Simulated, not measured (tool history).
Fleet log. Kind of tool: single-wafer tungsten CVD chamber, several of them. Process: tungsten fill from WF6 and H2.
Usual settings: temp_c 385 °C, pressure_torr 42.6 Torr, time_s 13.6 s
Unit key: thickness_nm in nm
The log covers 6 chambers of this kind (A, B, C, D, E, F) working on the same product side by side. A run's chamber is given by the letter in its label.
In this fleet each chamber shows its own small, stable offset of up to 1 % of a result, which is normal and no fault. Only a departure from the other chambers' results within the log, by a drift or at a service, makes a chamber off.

run     day  temp_c  pressure_torr  time_s  read-back reference wafer on the same gauge, thickness_nm  thickness_nm
 1C   0.362     385           42.6    13.6                                                     32.928        35.142
 2A     0.7     385           42.6    13.6                                                     32.952        35.093
 3E   1.008     385           42.6    13.6                                                      32.92        34.303
 4D   1.446     385           42.6    13.6                                                     32.909        34.811
 5F   1.704     391           42.6    12.3                                                     32.903        35.629
 6B   1.996     391           42.6    12.3                                                     32.922        35.268
 7F   2.308     391           42.6    12.3                                                     32.906        35.605
 8D   2.604     391           42.6    12.3                                                     32.911        35.458
 9C   3.112     391           42.6    12.3                                                     32.885        35.707
10B   3.358     391           42.6    12.3                                                     32.907        35.484
11E   3.658     385           42.6    13.6                                                     32.932        34.526
12A   4.075     385           42.6    13.6                                                      32.89        35.178
13C     4.3     385           42.6    13.6                                                     32.932        35.279
      4.554  -- chamber C: thermocouple changed; heater temperature recalibrated
14E   4.596     385           42.6    13.6                                                     32.924        34.518
15F   4.871     385           42.6    13.6                                                     32.919        35.335
16D   5.262     395           42.6    13.6                                                     32.909        42.052
17A   5.783     395           42.6    13.6                                                      32.92        42.882
18B   6.221     395           42.6    13.6                                                     32.882        42.517
19E   6.529     395           42.6    13.6                                                     32.902        42.112
20B   6.967     395           42.6    13.6                                                     32.866        42.496
21C   7.267     395           42.6    13.6                                                     32.881         42.41
22A   7.533     385           42.6    13.6                                                     32.907        35.077
23F   7.933     385           42.6    13.6                                                     32.918        35.395
24D   8.338     385           42.6    13.6                                                     32.907        34.938
25B   8.767     398           42.6    13.6                                                      32.96        44.942
26E   9.267     398           42.6    13.6                                                     32.941        44.413
27F   9.746     398           42.6    13.6                                                     32.903        44.707
28C  10.088     398           42.6    13.6                                                     32.917        44.925
29D  10.325     398           42.6    13.6                                                     32.891        44.668
30A  10.771     398           42.6    13.6                                                     32.892        45.534
31F  11.046     385           42.6    13.6                                                     32.889        34.995
32D  11.475     385           42.6    13.6                                                     32.922        35.038
33C  11.942     385           42.6    13.6                                                     32.856        35.049
34E  12.246     385           42.6    13.6                                                     32.883        34.573
35B  12.688     385           42.6    13.6                                                     32.891        34.819
36A    13.2     385           42.6    13.6                                                     32.903        35.085
37D  13.629     385           42.6    13.6                                                     32.895        34.915
38B      14     385           42.6    13.6                                                     32.888        35.136
       14.2  -- chamber A: thermocouple changed; heater temperature recalibrated
39A  14.408     385           42.6    13.6                                                     32.896        35.486
40C   14.75     385           42.6    13.6                                                     32.899         34.96

Decide between three cases: one chamber stands off from its peers, the gauge reading all wafers drifts, or nothing is wrong past each chamber's small offset. Where a chamber is off, say which and what most likely put it there.

Neither any chamber nor the gauge drifts; the chambers differ only by their own small, steady offsets.
